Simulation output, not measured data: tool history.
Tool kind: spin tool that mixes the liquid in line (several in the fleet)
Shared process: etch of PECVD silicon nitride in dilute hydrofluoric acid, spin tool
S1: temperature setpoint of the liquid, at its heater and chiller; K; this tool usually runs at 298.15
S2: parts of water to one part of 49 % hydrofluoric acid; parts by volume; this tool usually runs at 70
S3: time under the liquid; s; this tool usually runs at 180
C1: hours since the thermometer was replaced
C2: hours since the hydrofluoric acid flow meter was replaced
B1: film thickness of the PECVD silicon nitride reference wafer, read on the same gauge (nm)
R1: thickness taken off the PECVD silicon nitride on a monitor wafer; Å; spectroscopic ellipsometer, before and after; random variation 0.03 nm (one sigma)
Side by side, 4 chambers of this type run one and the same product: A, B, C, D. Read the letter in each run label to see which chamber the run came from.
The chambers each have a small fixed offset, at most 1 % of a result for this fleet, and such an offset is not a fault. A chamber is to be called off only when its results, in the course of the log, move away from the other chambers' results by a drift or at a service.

| run | day | S1 | S2 | S3 | C1 | C2 | B1 | R1 |
|---|---|---|---|---|---|---|---|---|
| 1C | 0.358 | 298.15 | 70 | 180 | 172 | 689 | 120.01 | 66.131 |
| 2D | 0.846 | 298.15 | 70 | 180 | 735.5 | 428 | 120 | 67.263 |
| 3B | 1.312 | 298.15 | 70 | 180 | 185.2 | 1340.1 | 119.99 | 66.408 |
| 4A | 1.762 | 298.15 | 70 | 180 | 57.9 | 827.5 | 120 | 66.076 |
| 5B | 2.167 | 295.15 | 55 | 180 | 205.7 | 1360.6 | 119.99 | 69.122 |
| 6C | 2.492 | 295.15 | 55 | 180 | 223.2 | 740.2 | 120.02 | 68.843 |
| 7D | 2.771 | 295.15 | 55 | 180 | 781.7 | 474.2 | 120.01 | 69.624 |
| 8A | 3.183 | 295.15 | 55 | 180 | 92 | 861.6 | 120 | 69.021 |
| 9C | 3.517 | 298.15 | 70 | 180 | 247.8 | 764.8 | 119.98 | 66.103 |
| 10D | 4 | 298.15 | 70 | 180 | 811.2 | 503.7 | 120.02 | 66.948 |
| 11A | 4.25 | 298.15 | 70 | 180 | 117.6 | 887.2 | 119.99 | 65.924 |
| 12B | 4.575 | 298.15 | 70 | 180 | 263.5 | 1418.4 | 119.98 | 67.225 |
| 13C | 5.092 | 298.15 | 70 | 180 | 285.6 | 802.6 | 120 | 67.091 |
| 14B | 5.562 | 301.65 | 70 | 110 | 287.2 | 1442.1 | 119.98 | 50.847 |
| 15D | 5.871 | 301.65 | 70 | 110 | 856.1 | 548.6 | 120.01 | 51.267 |
| 16A | 6.262 | 301.65 | 70 | 110 | 165.9 | 935.5 | 120.02 | 50.716 |
| 17A | 6.658 | 301.65 | 70 | 110 | 175.4 | 945 | 120 | 50.937 |
| 18C | 7.05 | 298.15 | 70 | 180 | 332.6 | 849.6 | 120.02 | 67.013 |
| 19B | 7.412 | 298.15 | 70 | 180 | 331.6 | 1486.5 | 120.01 | 66.53 |
|  | 7.775 | chamber A: hydrofluoric acid flow meter replaced |
| 20D | 7.788 | 298.15 | 70 | 180 | 902.1 | 594.6 | 120.02 | 67.174 |
| 21D | 8.15 | 298.15 | 50 | 180 | 910.8 | 603.3 | 120 | 92.804 |
| 22B | 8.65 | 298.15 | 50 | 180 | 361.3 | 1516.2 | 120 | 93.02 |
| 23C | 9.008 | 298.15 | 50 | 180 | 379.6 | 896.6 | 119.99 | 95.165 |
| 24A | 9.367 | 298.15 | 50 | 180 | 240.4 | 38.3 | 120 | 92.583 |
| 25D | 9.842 | 298.15 | 70 | 180 | 951.4 | 643.9 | 120 | 67.442 |
| 26C | 10.092 | 298.15 | 70 | 180 | 405.6 | 922.6 | 120 | 67.702 |

Decide between three cases: one chamber stands off from its peers, the gauge reading all wafers drifts, or nothing is wrong past each chamber's small offset. Where a chamber is off, say which and what most likely put it there.

It is chamber C that slowly wanders off from its peers.
Most likely cause: hydrofluoric acid flow above the setpoint (%) = 3.33.
The log may not tell that from: liquid hotter than its thermometer reads (K).

Here are 4 candidates for chamber C's next run, each the usual settings with a change, their results left as question marks. Which one brings its results back in line with what the others give on the usual settings?
Maximum distance from the other chambers' mean on the usual settings for a result to count as in line: R1 1.1 Å
| 27C-1 | 10.475 | 298.15 | 70 | 175 |  |  |  | ? |
| 27C-2 | 10.475 | 298.15 | 70 | 190 |  |  |  | ? |
| 27C-3 | 10.475 | 298.15 | 70 | 185 |  |  |  | ? |
| 27C-4 | 10.475 | 298.15 | 70 | 170 |  |  |  | ? |

Other chambers, usual settings, mean: R1 66.606 Å
| run | R1 |
|---|---|
| 27C-1 | 66.123 |
| 27C-2 | 71.79 |
| 27C-3 | 69.901 |
| 27C-4 | 64.233 |
Change 27C-1 lands the chamber within the allowed miss of the other chambers.
